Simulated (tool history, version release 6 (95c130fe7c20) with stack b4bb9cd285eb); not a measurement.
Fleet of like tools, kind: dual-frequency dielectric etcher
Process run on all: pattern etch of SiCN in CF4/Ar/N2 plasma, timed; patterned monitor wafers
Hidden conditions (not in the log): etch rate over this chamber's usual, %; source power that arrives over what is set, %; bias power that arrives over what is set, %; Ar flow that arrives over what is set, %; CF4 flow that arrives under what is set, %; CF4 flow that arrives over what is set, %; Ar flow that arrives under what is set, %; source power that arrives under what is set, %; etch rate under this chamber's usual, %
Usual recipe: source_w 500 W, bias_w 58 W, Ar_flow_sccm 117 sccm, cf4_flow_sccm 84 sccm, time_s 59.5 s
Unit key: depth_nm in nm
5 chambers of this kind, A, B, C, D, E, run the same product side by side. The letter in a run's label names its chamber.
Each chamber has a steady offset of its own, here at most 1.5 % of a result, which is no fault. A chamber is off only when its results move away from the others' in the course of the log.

run	hour	source_w	bias_w	Ar_flow_sccm	cf4_flow_sccm	time_s	hours since the last wet clean	hours since the last source power generator calibration	hours since the last bias power generator calibration	hours since the last Ar flow controller change	hours since the last CF4 flow controller change	read-back reference wafer on the same gauge, depth_nm	depth_nm
1D	13	500	58	117	84	59.5	54.6	2918.5	1310.4	2247	5473.5	44.592	52.107
2A	24.7	500	58	117	84	59.5	289.6	3719.5	2335.9	301.4	4829.9	44.583	52.573
3C	30.8	500	58	117	84	59.5	177.9	1467.3	1396.6	263.1	2280.9	44.586	52.419
4E	41.4	500	58	117	84	59.5	132.4	1130	2205.5	4362.2	908.6	44.574	51.881
5B	53.9	500	58	117	84	59.5	193.6	1886.5	336.3	996.2	648.3	44.581	52.382
6B	67.6	580	58	117	84	59.5	207.3	1900.2	350	1009.9	662	44.56	59.958
7C	75.2	580	58	117	84	59.5	222.3	1511.7	1441	307.5	2325.3	44.57	59.831
# hour 83.8: chamber E: Ar flow controller replaced
8D	86.5	580	58	117	84	59.5	128.1	2992	1383.9	2320.5	5547	44.552	59.196
9A	96.5	580	58	117	84	59.5	361.4	3791.3	2407.7	373.2	4901.7	44.53	59.698
10E	103.1	580	58	117	84	59.5	194.1	1191.7	2267.2	19.4	970.3	44.549	58.97
11B	117.1	500	58	117	84	59.5	256.8	1949.7	399.5	1059.4	711.5	44.526	52.389
12C	131.2	500	58	117	84	59.5	278.3	1567.7	1497	363.5	2381.3	44.536	52.481
13A	137.6	500	58	117	84	59.5	402.5	3832.4	2448.8	414.3	4942.8	44.526	52.563
14E	148.4	500	58	117	84	59.5	239.4	1237	2312.5	64.7	1015.6	44.52	51.786
15D	159.7	500	58	117	84	59.5	201.3	3065.2	1457.1	2393.7	5620.2	44.509	51.851
16E	171.7	500	58	117	84	59.5	262.7	1260.3	2335.8	88	1038.9	44.504	51.784
17B	179.4	500	58	117	84	59.5	319.1	2012	461.8	1121.7	773.8	44.507	52.401
18C	189.4	500	58	117	84	59.5	336.5	1625.9	1555.2	421.7	2439.5	44.498	52.365
19D	196.8	560	58	117	84	72.5	238.4	3102.3	1494.2	2430.8	5657.3	44.498	70.005
20A	204.3	560	58	117	84	72.5	469.2	3899.1	2515.5	481	5009.5	44.484	70.661
# hour 215.5: chamber A: wet clean of the chamber
21D	216	560	58	117	84	72.5	257.6	3121.5	1513.4	2450	5676.5	44.481	69.952
# hour 223.4: chamber A: CF4 flow controller replaced
22B	228.9	560	58	117	84	72.5	368.6	2061.5	511.3	1171.2	823.3	44.471	70.58
23A	238.4	560	58	117	84	72.5	22.9	3933.2	2549.6	515.1	15.1	44.479	70.575
24C	244.9	500	58	117	84	59.5	392	1681.4	1610.7	477.2	2495	44.45	52.322
25E	255.7	500	58	117	73	59.5	346.7	1344.3	2419.8	172	1122.9	44.466	50.512
26A	262.8	500	58	117	73	59.5	47.3	3957.6	2574	539.5	39.5	44.463	51.174
27D	269.3	500	58	117	73	59.5	310.9	3174.8	1566.7	2503.3	5729.8	44.458	50.683
# hour 272.8: chamber D: CF4 flow controller replaced
# hour 281.5: chamber B: wet clean of the chamber
28B	282.8	500	58	117	73	59.5	1.3	2115.4	565.2	1225.1	877.2	44.438	51.141
29C	293.6	500	58	117	73	59.5	440.7	1730.1	1659.4	525.9	2543.7	44.447	51.163
30E	305.2	500	58	117	84	59.5	396.2	1393.8	2469.3	221.5	1172.4	44.426	51.787
31B	318.9	380	46	117	84	59.5	37.4	2151.5	601.3	1261.2	913.3	44.431	37.816
32A	328.4	380	46	117	84	59.5	112.9	4023.2	2639.6	605.1	105.1	44.433	38.288
33C	335	380	46	117	84	59.5	482.1	1771.5	1700.8	567.3	2585.1	44.414	37.977
34D	341.1	380	46	117	84	59.5	382.7	3246.6	1638.5	2575.1	68.3	44.411	37.798

All 5 chambers run these settings next. Forecast each chamber's results:
35A	351.2	500	65	117	84	59.5							?
35B	351.2	500	65	117	84	59.5							?
35C	351.2	500	65	117	84	59.5							?
35D	351.2	500	65	117	84	59.5							?
35E	351.2	500	65	117	84	59.5							?

run	depth_nm
35A	54.374
35B	54.286
35C	54.251
35D	53.856
35E	53.581

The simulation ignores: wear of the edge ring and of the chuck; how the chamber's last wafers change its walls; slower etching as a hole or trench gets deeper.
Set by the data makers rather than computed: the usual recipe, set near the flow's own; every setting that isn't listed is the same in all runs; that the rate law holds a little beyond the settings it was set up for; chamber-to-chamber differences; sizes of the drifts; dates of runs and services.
